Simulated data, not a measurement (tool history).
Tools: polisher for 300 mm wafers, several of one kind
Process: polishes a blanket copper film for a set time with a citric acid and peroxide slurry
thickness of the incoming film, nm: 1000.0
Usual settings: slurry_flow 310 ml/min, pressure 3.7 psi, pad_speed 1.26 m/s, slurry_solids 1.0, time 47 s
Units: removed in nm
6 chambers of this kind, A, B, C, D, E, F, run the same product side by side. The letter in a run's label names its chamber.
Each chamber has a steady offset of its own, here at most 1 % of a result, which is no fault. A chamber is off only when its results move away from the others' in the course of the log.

run,hour,slurry_flow,pressure,pad_speed,slurry_solids,time,wafers polished on this pad,hours since the slurry nozzle was cleaned,hours since the head pressure was calibrated,hours since the slurry blender was calibrated,removed
1D,5.0,310,3.7,1.26,1.0,47,131,400.8,80.1,21.5,142.330
2B,9.8,310,3.7,1.26,1.0,47,675,360.0,225.9,198.2,143.140
3C,13.6,310,3.7,1.26,1.0,47,296,86.7,220.3,17.6,143.510
4F,18.0,310,3.7,1.26,1.0,47,883,384.6,582.9,67.5,142.880
# hour 21.1: chamber B: worn pad replaced by a new one
5E,23.9,310,3.7,1.26,1.0,47,487,375.1,867.1,245.5,142.630
6A,28.3,310,3.7,1.26,1.0,47,457,97.2,365.6,313.1,143.080
# hour 30.5: chamber F: worn pad replaced by a new one
7A,36.3,310,4.5,1.26,1.0,47,571,105.2,373.6,321.1,172.900
# hour 36.5: chamber E: worn pad replaced by a new one
# hour 41.6: chamber C: worn pad replaced by a new one
8E,44.0,310,4.5,1.26,1.0,47,106,395.2,887.2,265.6,177.290
# hour 45.4: chamber A: slurry blender recalibrated
# hour 48.5: chamber A: worn pad replaced by a new one
9D,50.7,310,4.5,1.26,1.0,47,779,446.5,125.8,67.2,178.220
10B,58.4,310,4.5,1.26,1.0,47,530,408.6,274.5,246.8,173.000
11C,62.2,310,4.5,1.26,1.0,47,292,135.3,268.9,66.2,177.460
12F,68.6,310,4.5,1.26,1.0,47,542,435.2,633.5,118.1,170.910
# hour 69.1: chamber D: worn pad replaced by a new one
# hour 73.7: chamber B: worn pad replaced by a new one
13A,76.6,310,3.7,1.26,1.0,47,399,145.5,413.9,31.2,146.140
# hour 82.8: chamber F: slurry blender recalibrated
14D,83.7,310,3.7,1.50,1.0,54,207,479.5,158.8,100.2,204.030
15C,89.0,310,3.7,1.50,1.0,54,673,162.1,295.7,93.0,203.020
# hour 90.3: chamber F: worn pad replaced by a new one
# hour 90.8: chamber C: worn pad replaced by a new one
# hour 91.0: chamber E: worn pad replaced by a new one
16E,92.8,310,3.7,1.50,1.0,54,26,444.0,936.0,314.4,196.660
17B,97.2,310,3.7,1.50,1.0,54,333,447.4,313.3,285.6,195.540
# hour 100.8: chamber A: worn pad replaced by a new one
18F,101.3,310,3.7,1.50,1.0,54,156,467.9,666.2,18.6,196.690
19C,105.6,310,3.7,1.50,1.0,54,210,178.7,312.3,109.6,197.250
# hour 107.5: chamber B: head pressure recalibrated
20F,113.2,310,3.7,1.26,1.0,47,325,479.8,678.1,30.5,141.830
# hour 116.0: chamber E: head pressure recalibrated
21D,116.9,310,3.7,1.26,1.0,47,679,512.7,192.0,133.4,145.740
22A,120.8,310,3.7,1.26,1.0,47,285,189.7,458.1,75.4,141.460
# hour 126.1: chamber B: worn pad replaced by a new one
23E,128.5,310,3.7,1.26,1.0,47,533,479.7,12.6,350.1,158.440
# hour 132.9: chamber D: slurry nozzle cleaned
24B,136.6,365,3.7,1.26,1.2,47,150,486.8,29.1,325.0,151.680
# hour 137.2: chamber D: worn pad replaced by a new one
# hour 140.6: chamber C: worn pad replaced by a new one
# hour 140.6: chamber E: worn pad replaced by a new one
25C,143.8,365,3.7,1.26,1.2,47,46,216.9,350.5,147.8,152.650
26D,150.9,365,3.7,1.26,1.2,47,195,18.1,226.0,167.4,149.080
# hour 153.4: chamber A: worn pad replaced by a new one
# hour 154.9: chamber F: slurry nozzle cleaned
27A,157.8,365,3.7,1.26,1.2,47,62,226.7,495.1,112.4,145.160
28E,166.0,365,3.7,1.26,1.2,47,360,517.2,50.1,387.6,169.980
# hour 167.2: chamber F: worn pad replaced by a new one
# hour 171.3: chamber B: worn pad replaced by a new one
29B,173.5,365,3.7,1.26,1.2,47,32,523.7,66.0,361.9,152.810
# hour 175.8: chamber E: slurry nozzle cleaned
30F,179.5,310,3.7,1.26,1.0,47,175,24.6,744.4,96.8,142.540
# hour 181.5: chamber D: slurry blender recalibrated
31C,184.3,310,3.7,1.26,1.0,47,621,257.4,391.0,188.3,146.100
# hour 187.1: chamber E: worn pad replaced by a new one
32D,191.3,310,3.7,1.26,1.0,47,768,58.5,266.4,9.8,144.650
# hour 191.9: chamber C: worn pad replaced by a new one
33B,196.7,310,3.7,0.86,0.8,47,361,546.9,89.2,385.1,93.883
# hour 199.7: chamber F: slurry blender recalibrated
# hour 200.4: chamber A: worn pad replaced by a new one
34E,202.2,310,3.7,0.86,0.8,47,214,26.4,86.3,423.8,105.080
35A,210.4,310,3.7,0.86,0.8,47,142,279.3,547.7,165.0,94.916
36F,218.7,310,3.7,0.86,0.8,47,732,63.8,783.6,19.0,95.261
37C,224.6,310,3.7,0.86,0.8,47,465,297.7,431.3,228.6,95.370
38F,231.4,310,3.7,0.86,0.8,47,912,76.5,796.3,31.7,94.494
39E,238.9,310,3.7,1.26,1.0,47,735,63.1,123.0,460.5,160.220

Next, every chamber runs the same settings. What will each give?
40A,244.9,370,3.7,1.26,1.0,47,,,,,?
40B,244.9,370,3.7,1.26,1.0,47,,,,,?
40C,244.9,370,3.7,1.26,1.0,47,,,,,?
40D,244.9,370,3.7,1.26,1.0,47,,,,,?
40E,244.9,370,3.7,1.26,1.0,47,,,,,?
40F,244.9,370,3.7,1.26,1.0,47,,,,,?

run,removed
40A,142.950
40B,150.400
40C,144.840
40D,148.850
40E,164.970
40F,147.330

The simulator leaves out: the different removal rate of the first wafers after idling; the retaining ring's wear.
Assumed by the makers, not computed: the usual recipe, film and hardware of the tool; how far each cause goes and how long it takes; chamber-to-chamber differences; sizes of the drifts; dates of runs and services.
